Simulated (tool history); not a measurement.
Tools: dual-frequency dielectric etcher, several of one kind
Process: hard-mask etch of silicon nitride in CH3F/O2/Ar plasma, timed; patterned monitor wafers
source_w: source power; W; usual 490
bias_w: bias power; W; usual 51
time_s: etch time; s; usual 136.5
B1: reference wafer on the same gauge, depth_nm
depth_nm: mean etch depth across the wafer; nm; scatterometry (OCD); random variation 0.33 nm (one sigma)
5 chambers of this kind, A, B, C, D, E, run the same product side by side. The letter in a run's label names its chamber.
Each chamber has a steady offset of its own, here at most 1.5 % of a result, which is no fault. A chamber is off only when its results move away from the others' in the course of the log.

Run 1B, hour 5.8: usual settings; B1 102.14. Result: depth_nm 93.412 nm.
Run 2D, hour 16.9: usual settings; B1 102.12. Result: depth_nm 92.905 nm.
Run 3E, hour 28.9: usual settings; B1 102.18. Result: depth_nm 93.285 nm.
Run 4C, hour 38.3: usual settings; B1 102.24. Result: depth_nm 92.473 nm.
Run 5A, hour 49.5: usual settings; B1 102.21. Result: depth_nm 92.784 nm.
Run 6A, hour 56.5: usual settings; B1 102.16. Result: depth_nm 92.393 nm.
Run 7E, hour 62.8: usual settings; B1 102.27. Result: depth_nm 94.043 nm.
Run 8B, hour 69.1: usual settings; B1 102.19. Result: depth_nm 93.122 nm.
Run 9D, hour 78.4: usual settings; B1 102.22. Result: depth_nm 92.632 nm.
Run 10C, hour 85.1: usual settings; B1 102.15. Result: depth_nm 92.981 nm.
At hour 85.8: chamber A: wet clean of the chamber.
Run 11E, hour 97.5: usual settings; B1 102.1. Result: depth_nm 93.926 nm.
Run 12B, hour 107: usual settings but time_s 173 s; B1 102.2. Result: depth_nm 118.07 nm.
Run 13D, hour 119: usual settings but time_s 173 s; B1 102.23. Result: depth_nm 117.15 nm.
Run 14C, hour 131.3: usual settings but time_s 173 s; B1 102.18. Result: depth_nm 117.77 nm.
Run 15A, hour 142.6: usual settings but time_s 173 s; B1 102.28. Result: depth_nm 117.25 nm.
Run 16A, hour 152.2: usual settings but time_s 173 s; B1 102.24. Result: depth_nm 117.34 nm.
Run 17D, hour 159.5: usual settings; B1 102.15. Result: depth_nm 92.699 nm.
Run 18B, hour 165.4: usual settings but source_w 600 W, bias_w 58 W; B1 102.22. Result: depth_nm 105.24 nm.
Run 19C, hour 171.7: usual settings but source_w 600 W, bias_w 58 W; B1 102.14. Result: depth_nm 104.3 nm.
Run 20E, hour 181.7: usual settings but source_w 600 W, bias_w 58 W; B1 102.19. Result: depth_nm 108.13 nm.
Run 21D, hour 191.9: usual settings but source_w 600 W, bias_w 58 W; B1 102.29. Result: depth_nm 104.39 nm.
Run 22C, hour 198.9: usual settings but source_w 600 W, bias_w 58 W; B1 102.21. Result: depth_nm 103.51 nm.
Run 23E, hour 209.1: usual settings; B1 102.13. Result: depth_nm 96.301 nm.
Run 24B, hour 221.9: usual settings; B1 102.21. Result: depth_nm 93.476 nm.
Run 25A, hour 229.6: usual settings; B1 102.25. Result: depth_nm 93.012 nm.
Run 26D, hour 241.7: usual settings; B1 102.08. Result: depth_nm 92.783 nm.
Run 27E, hour 250.9: usual settings; B1 102.2. Result: depth_nm 97.57 nm.
Run 28A, hour 257.2: usual settings; B1 102.17. Result: depth_nm 92.953 nm.
Run 29B, hour 265.4: usual settings but bias_w 43 W, time_s 122.5 s; B1 102.22. Result: depth_nm 79.248 nm.
Run 30C, hour 271.3: usual settings but bias_w 43 W, time_s 122.5 s; B1 102.23. Result: depth_nm 78.525 nm.
Run 31D, hour 279: usual settings but bias_w 43 W, time_s 122.5 s; B1 102.27. Result: depth_nm 78.861 nm.
At hour 279.8: chamber C: source power generator calibrated.
Run 32A, hour 291.4: usual settings but bias_w 43 W, time_s 122.5 s; B1 102.32. Result: depth_nm 79.216 nm.
Run 33E, hour 303.3: usual settings but bias_w 43 W, time_s 122.5 s; B1 102.14. Result: depth_nm 83.1 nm.
Run 34C, hour 310.9: usual settings but bias_w 44 W, time_s 117.5 s; B1 102.17. Result: depth_nm 76.43 nm.
Run 35B, hour 321.7: usual settings but bias_w 44 W, time_s 117.5 s; B1 102.22. Result: depth_nm 76.843 nm.
Run 36E, hour 328: usual settings but bias_w 44 W, time_s 117.5 s; B1 102.26. Result: depth_nm 80.823 nm.
Run 37A, hour 335: usual settings but bias_w 44 W, time_s 117.5 s; B1 102.21. Result: depth_nm 76.456 nm.

Next, every chamber runs the same settings. What will each give?
Run 38A, hour 344.7: usual settings but bias_w 47 W. Result: depth_nm ?.
Run 38B, hour 344.7: usual settings but bias_w 47 W. Result: depth_nm ?.
Run 38C, hour 344.7: usual settings but bias_w 47 W. Result: depth_nm ?.
Run 38D, hour 344.7: usual settings but bias_w 47 W. Result: depth_nm ?.
Run 38E, hour 344.7: usual settings but bias_w 47 W. Result: depth_nm ?.

run  depth_nm
38A    90.277
38B    90.994
38C    89.808
38D     90.18
38E    96.248
